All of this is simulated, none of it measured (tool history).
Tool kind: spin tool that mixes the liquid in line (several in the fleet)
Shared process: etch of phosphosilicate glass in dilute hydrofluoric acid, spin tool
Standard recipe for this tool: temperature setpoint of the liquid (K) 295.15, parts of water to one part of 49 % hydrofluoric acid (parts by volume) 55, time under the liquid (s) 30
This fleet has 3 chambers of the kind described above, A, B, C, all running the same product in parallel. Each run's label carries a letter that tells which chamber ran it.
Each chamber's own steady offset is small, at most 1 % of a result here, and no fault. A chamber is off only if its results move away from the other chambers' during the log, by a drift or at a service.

| run | hour | temperature setpoint of the liquid (K) | parts of water to one part of 49 % hydrofluoric acid (parts by volume) | time under the liquid (s) | hours since the thermometer was replaced | hours since the hydrofluoric acid flow meter was replaced | read-back film thickness of the phosphosilicate glass reference wafer, read on the same gauge (nm) | thickness taken off the phosphosilicate glass on a monitor wafer (angstrom) |
|---|---|---|---|---|---|---|---|---|
| 1A | 6.9 | 295.15 | 55 | 30 | 887.5 | 812.7 | 90.003 | 611.50 |
| 2B | 12.0 | 295.15 | 55 | 30 | 138.2 | 111.6 | 89.967 | 611.81 |
| 3C | 15.6 | 295.15 | 55 | 30 | 852.4 | 2390.2 | 90.000 | 611.94 |
| 4C | 19.1 | 295.15 | 55 | 30 | 855.9 | 2393.7 | 90.006 | 619.18 |
| 5B | 24.8 | 295.15 | 55 | 30 | 151.0 | 124.4 | 89.989 | 619.17 |
| 6A | 30.2 | 295.15 | 55 | 30 | 910.8 | 836.0 | 89.969 | 610.25 |
|  | 33.7 | chamber C: hydrofluoric acid flow meter replaced |
| 7A | 36.3 | 295.15 | 55 | 30 | 916.9 | 842.1 | 90.021 | 610.76 |
| 8C | 43.2 | 295.15 | 55 | 30 | 880.0 | 9.6 | 89.978 | 624.57 |
| 9B | 50.1 | 295.15 | 55 | 30 | 176.3 | 149.7 | 89.983 | 606.06 |
| 10B | 53.3 | 295.15 | 40 | 15 | 179.5 | 152.9 | 90.016 | 429.78 |
| 11C | 58.6 | 295.15 | 40 | 15 | 895.4 | 25.0 | 89.996 | 434.90 |
| 12A | 64.7 | 295.15 | 40 | 15 | 945.3 | 870.5 | 89.960 | 418.14 |
| 13A | 69.8 | 295.15 | 55 | 30 | 950.4 | 875.6 | 90.033 | 597.88 |
| 14C | 73.6 | 299.65 | 55 | 30 | 910.4 | 40.0 | 90.017 | 738.90 |
| 15B | 77.0 | 299.65 | 55 | 30 | 203.2 | 176.6 | 89.977 | 732.35 |
| 16A | 81.3 | 299.65 | 55 | 30 | 961.9 | 887.1 | 89.964 | 704.78 |
| 17C | 87.0 | 295.15 | 55 | 30 | 923.8 | 53.4 | 90.001 | 631.58 |
| 18B | 93.2 | 295.15 | 55 | 30 | 219.4 | 192.8 | 90.011 | 622.66 |
| 19C | 97.3 | 295.15 | 55 | 30 | 934.1 | 63.7 | 90.002 | 609.06 |
|  | 97.8 | chamber C: thermometer replaced |
| 20B | 102.5 | 295.15 | 55 | 30 | 228.7 | 202.1 | 89.969 | 608.75 |
| 21A | 109.0 | 295.15 | 55 | 30 | 989.6 | 914.8 | 90.014 | 580.86 |
| 22C | 114.6 | 295.15 | 55 | 30 | 16.8 | 81.0 | 89.978 | 620.20 |
| 23B | 118.8 | 295.15 | 55 | 30 | 245.0 | 218.4 | 90.025 | 613.78 |
| 24A | 123.8 | 295.15 | 55 | 30 | 1004.4 | 929.6 | 89.974 | 570.60 |
| 25B | 130.4 | 295.15 | 55 | 30 | 256.6 | 230.0 | 90.044 | 610.35 |
|  | 133.9 | chamber A: thermometer replaced |
| 26A | 134.9 | 295.15 | 30 | 40 | 1.1 | 940.7 | 90.001 | 1449.10 |
| 27C | 140.4 | 295.15 | 30 | 40 | 42.6 | 106.8 | 90.028 | 1572.80 |
| 28B | 146.1 | 295.15 | 30 | 40 | 272.3 | 245.7 | 90.053 | 1586.20 |
| 29A | 152.6 | 295.15 | 55 | 30 | 18.8 | 958.4 | 89.998 | 560.87 |
| 30C | 158.5 | 295.15 | 55 | 30 | 60.7 | 124.9 | 89.963 | 616.42 |
| 31A | 164.2 | 297.65 | 80 | 30 | 30.4 | 970.0 | 89.982 | 411.90 |
| 32C | 169.4 | 297.65 | 80 | 30 | 71.6 | 135.8 | 89.983 | 452.79 |
| 33B | 172.9 | 297.65 | 80 | 30 | 299.1 | 272.5 | 90.017 | 448.39 |
| 34B | 177.2 | 296.65 | 55 | 30 | 303.4 | 276.8 | 89.984 | 656.06 |
| 35C | 180.9 | 296.65 | 55 | 30 | 83.1 | 147.3 | 89.999 | 646.73 |
| 36A | 185.1 | 296.65 | 55 | 30 | 51.3 | 990.9 | 90.005 | 585.10 |
| 37C | 190.3 | 295.15 | 55 | 30 | 92.5 | 156.7 | 89.988 | 621.63 |

The same settings go to every chamber for the next run, one line per chamber below. Forecast the results for each:
| 38A | 195.3 | 295.15 | 55 | 40 |  |  |  | ? |
| 38B | 195.3 | 295.15 | 55 | 40 |  |  |  | ? |
| 38C | 195.3 | 295.15 | 55 | 40 |  |  |  | ? |

| run | thickness taken off the phosphosilicate glass on a monitor wafer (angstrom) |
|---|---|
| 38A | 724.89 |
| 38B | 807.86 |
| 38C | 824.29 |
